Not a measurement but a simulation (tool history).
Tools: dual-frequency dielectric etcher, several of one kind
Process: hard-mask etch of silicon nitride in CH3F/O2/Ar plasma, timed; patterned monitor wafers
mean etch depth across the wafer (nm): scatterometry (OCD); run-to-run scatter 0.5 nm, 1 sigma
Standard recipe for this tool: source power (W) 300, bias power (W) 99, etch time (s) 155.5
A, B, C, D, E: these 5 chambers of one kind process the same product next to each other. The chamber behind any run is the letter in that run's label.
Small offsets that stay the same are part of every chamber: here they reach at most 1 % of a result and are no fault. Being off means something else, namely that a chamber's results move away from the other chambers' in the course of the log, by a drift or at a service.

run,hour,source power (W),bias power (W),etch time (s),hours since the last wet clean,hours since the last source power generator calibration,hours since the last bias power generator calibration,"read-back reference wafer on the same gauge, depth_nm",mean etch depth across the wafer (nm)
1A,9.5,300,99,155.5,176,3071,255.8,109.96,109.74
2E,16.9,300,99,155.5,346.7,1599.3,142.6,110.01,109.75
3C,30.9,300,99,155.5,92.7,313.3,567.9,110.12,108.9
4D,43.3,300,99,155.5,276.6,1248.7,980.4,110.03,109.92
5B,57.9,300,99,155.5,290.7,1283.8,1356,110.13,110.38
6D,66.4,300,99,155.5,299.7,1271.8,1003.5,109.98,108.9
7E,72.9,300,99,155.5,402.7,1655.3,198.6,109.93,108.89
8B,80,300,99,155.5,312.8,1305.9,1378.1,110.1,109.97
9A,90.9,300,99,155.5,257.4,3152.4,337.2,109.92,109.85
10C,100.9,300,99,155.5,162.7,383.3,637.9,110.06,108.94
11E,115.8,300,99,155.5,445.6,1698.2,241.5,109.87,109.37
12D,129.2,300,99,155.5,362.5,1334.6,1066.3,110,109.64
13B,136.7,300,99,155.5,369.5,1362.6,1434.8,109.94,109.48
14A,149.3,300,86,155.5,315.8,3210.8,395.6,110,104.91
# hour 152: chamber A: wet clean of the chamber
15C,161.8,300,86,155.5,223.6,444.2,698.8,109.89,103.49
16C,174.3,300,86,155.5,236.1,456.7,711.3,109.96,103.26
17D,187.5,300,86,155.5,420.8,1392.9,1124.6,110.1,103.49
18E,197.3,300,86,155.5,527.1,1779.7,323,110.06,103.29
19A,207.4,300,99,155.5,55.4,3268.9,453.7,110.01,110.64
20B,218.2,300,99,155.5,451,1444.1,1516.3,110,109.33
21C,228.7,300,99,155.5,290.5,511.1,765.7,110.14,108.89
22B,242.7,240,99,198.5,475.5,1468.6,1540.8,109.94,129.18
# hour 249.1: chamber C: wet clean of the chamber
23D,257.5,240,99,198.5,490.8,1462.9,1194.6,110,129.27
# hour 266.8: chamber E: wet clean of the chamber
# hour 268.2: chamber B: wet clean of the chamber
24A,271.2,240,99,198.5,119.2,3332.7,517.5,110.03,129.89
# hour 276.2: chamber D: wet clean of the chamber
25E,282.6,240,99,198.5,15.9,1865,408.3,110,128.38
26D,296,240,99,198.5,19.9,1501.4,1233.1,110.08,128.05
27C,309.7,300,99,155.5,60.7,592.1,846.7,110.09,112.54
28A,320.3,300,99,155.5,168.3,3381.8,566.6,110,110.61
29B,331.4,300,99,155.5,63.3,1557.3,1629.5,110.02,109.68
30E,343,300,99,155.5,76.3,1925.4,468.7,109.95,108.43
31C,352,300,99,155.5,103,634.4,889,109.97,113.17
32E,362.6,300,99,155.5,95.9,1945,488.3,109.91,109.32
33D,370.4,300,99,155.5,94.3,1575.8,1307.5,110.01,109.72
34A,382.4,300,99,155.5,230.4,3443.9,628.7,110.18,109.75
35B,394.1,300,99,155.5,126,1620,1692.2,110.06,110.65
36E,406,300,99,155.5,139.3,1988.4,531.7,109.9,109.38
37A,412.8,300,99,155.5,260.8,3474.3,659.1,109.86,110.04
38B,419.8,300,99,155.5,151.7,1645.7,1717.9,109.89,110.96
39C,427.9,300,99,155.5,178.9,710.3,964.9,110.04,113.39
40D,439.7,300,99,155.5,163.6,1645.1,1376.8,109.96,108.15
41A,448.6,300,99,155.5,296.6,3510.1,694.9,110,110.36
42C,463.5,300,99,155.5,214.5,745.9,1000.5,109.95,112.66
43B,472.4,300,99,155.5,204.3,1698.3,1770.5,109.93,110.23
44D,484.6,300,99,155.5,208.5,1690,1421.7,110.01,110.47

Is one chamber off against the others, does the gauge drift, or is nothing wrong? If a chamber is off, say which, and what the likeliest cause is.

The work done on chamber C during a service left it standing apart from the others.
Cause: etch rate over this chamber's usual, % = 3.89.

Chamber C could run next with any of the 4 candidate recipes listed below; each alters the usual settings, and their results appear as question marks. Which one brings its results back in line with what the other chambers deliver on the usual settings?
Maximum distance from the other chambers' mean on the usual settings for a result to count as in line: mean etch depth across the wafer (nm) 1.8
45C-1,495.4,300,98,151.5,,,,,?
45C-2,495.4,300,98,147,,,,,?
45C-3,495.4,320,99,155.5,,,,,?
45C-4,495.4,350,99,155.5,,,,,?

Mean of the other chambers on the usual settings: mean etch depth across the wafer (nm) 109.7
run,mean etch depth across the wafer (nm)
45C-1,109.72
45C-2,106.46
45C-3,115.79
45C-4,119.71
The right change is 45C-1: it brings the chamber back within the allowed miss of the others.

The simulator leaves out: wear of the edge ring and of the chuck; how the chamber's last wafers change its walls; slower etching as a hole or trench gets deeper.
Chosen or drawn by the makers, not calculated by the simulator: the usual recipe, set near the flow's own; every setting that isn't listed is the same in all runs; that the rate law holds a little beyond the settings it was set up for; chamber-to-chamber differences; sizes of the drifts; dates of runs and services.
